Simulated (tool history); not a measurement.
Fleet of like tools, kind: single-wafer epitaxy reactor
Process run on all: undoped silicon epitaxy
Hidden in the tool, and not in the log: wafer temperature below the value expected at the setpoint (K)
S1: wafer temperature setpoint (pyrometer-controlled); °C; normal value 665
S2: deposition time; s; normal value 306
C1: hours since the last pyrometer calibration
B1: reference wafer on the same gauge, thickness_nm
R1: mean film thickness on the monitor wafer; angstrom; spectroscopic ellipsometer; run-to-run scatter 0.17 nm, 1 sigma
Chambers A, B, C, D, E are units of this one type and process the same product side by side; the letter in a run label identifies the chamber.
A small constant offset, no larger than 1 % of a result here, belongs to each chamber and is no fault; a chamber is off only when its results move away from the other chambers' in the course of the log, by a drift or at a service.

run	hour	S1	S2	C1	B1	R1
1C	13.3	665	306	2284.3	81.380	712.37
2D	26.2	665	306	2578.3	81.385	707.20
3E	39.4	665	306	477.1	81.387	708.38
4A	45.9	665	306	147.0	81.352	710.38
5B	52.1	665	306	623.8	81.394	709.10
6E	65.1	665	306	502.8	81.385	706.53
7A	73.5	654	268	174.6	81.429	491.38
8C	85.8	654	268	2356.8	81.364	494.24
9B	93.7	654	268	665.4	81.435	489.68
10D	107.6	654	268	2659.7	81.402	489.56
11B	113.9	654	268	685.6	81.396	489.79
12A	122.8	665	306	223.9	81.436	704.81
13D	134.9	665	306	2687.0	81.383	708.52
14C	141.3	665	306	2412.3	81.387	713.26
15E	151.4	654	265	589.1	81.428	482.69
# hour 154.5: chamber D: pyrometer calibrated
16A	159.0	654	265	260.1	81.328	485.66
# hour 160.1: chamber C: pyrometer calibrated
17C	172.2	654	265	12.2	81.431	489.19
18E	182.7	654	265	620.4	81.387	481.52
19B	195.0	654	265	766.7	81.444	484.73
20D	203.0	665	306	48.5	81.374	699.86
21E	211.1	665	306	648.8	81.392	708.60
22D	220.7	665	306	66.2	81.431	696.91
23B	231.6	665	306	803.3	81.370	708.62
24A	240.6	665	306	341.7	81.430	708.66
25C	249.7	665	306	89.7	81.357	710.99
26D	256.0	665	306	101.5	81.424	697.50
27A	265.7	665	306	366.8	81.382	706.65
28C	280.0	665	306	120.0	81.428	713.82
29B	286.9	665	306	858.6	81.363	711.02
30E	297.3	665	306	735.0	81.457	708.07
31B	305.3	665	306	877.0	81.396	712.64
32D	311.6	665	306	157.1	81.377	697.40
33C	321.3	665	306	161.3	81.448	711.93
34A	328.9	665	306	430.0	81.426	708.77
35E	343.3	678	332	781.0	81.466	1008.90
# hour 356.2: chamber B: pyrometer calibrated
36D	357.1	678	332	202.6	81.400	985.02
37B	371.3	678	332	15.2	81.394	1004.70
38E	383.6	678	332	821.3	81.425	1010.40
39C	396.8	678	332	236.8	81.380	1013.20
40A	407.5	665	306	508.6	81.371	707.64
41E	414.7	665	306	852.4	81.376	707.09
42C	427.9	665	306	267.9	81.382	715.15
43B	434.4	665	306	78.3	81.397	706.75

Decide between three cases: one chamber stands off from its peers, the gauge reading all wafers drifts, or nothing is wrong past each chamber's small offset. Where a chamber is off, say which and what most likely put it there.

A service left chamber D off against the others.
Cause: wafer temperature below the value expected at the setpoint (K) = 0.656.

Below are 4 candidate recipes for chamber D's next run, each the usual settings with a change, their results shown as question marks. Which of them brings D's results back in line with what the other chambers give on the usual settings?
A result is in line if it is within this distance of the other chambers' mean on the usual settings: R1 5.80 angstrom
44D-1	444.8	665	301			?
44D-2	444.8	665	311			?
44D-3	444.8	666	309			?
44D-4	444.8	664	303			?

The other chambers' mean on the usual settings: R1 708.98 angstrom
run	R1
44D-1	685.84
44D-2	708.62
44D-3	718.99
44D-4	676.04
The right change is 44D-2: it brings the chamber back within the allowed miss of the others.
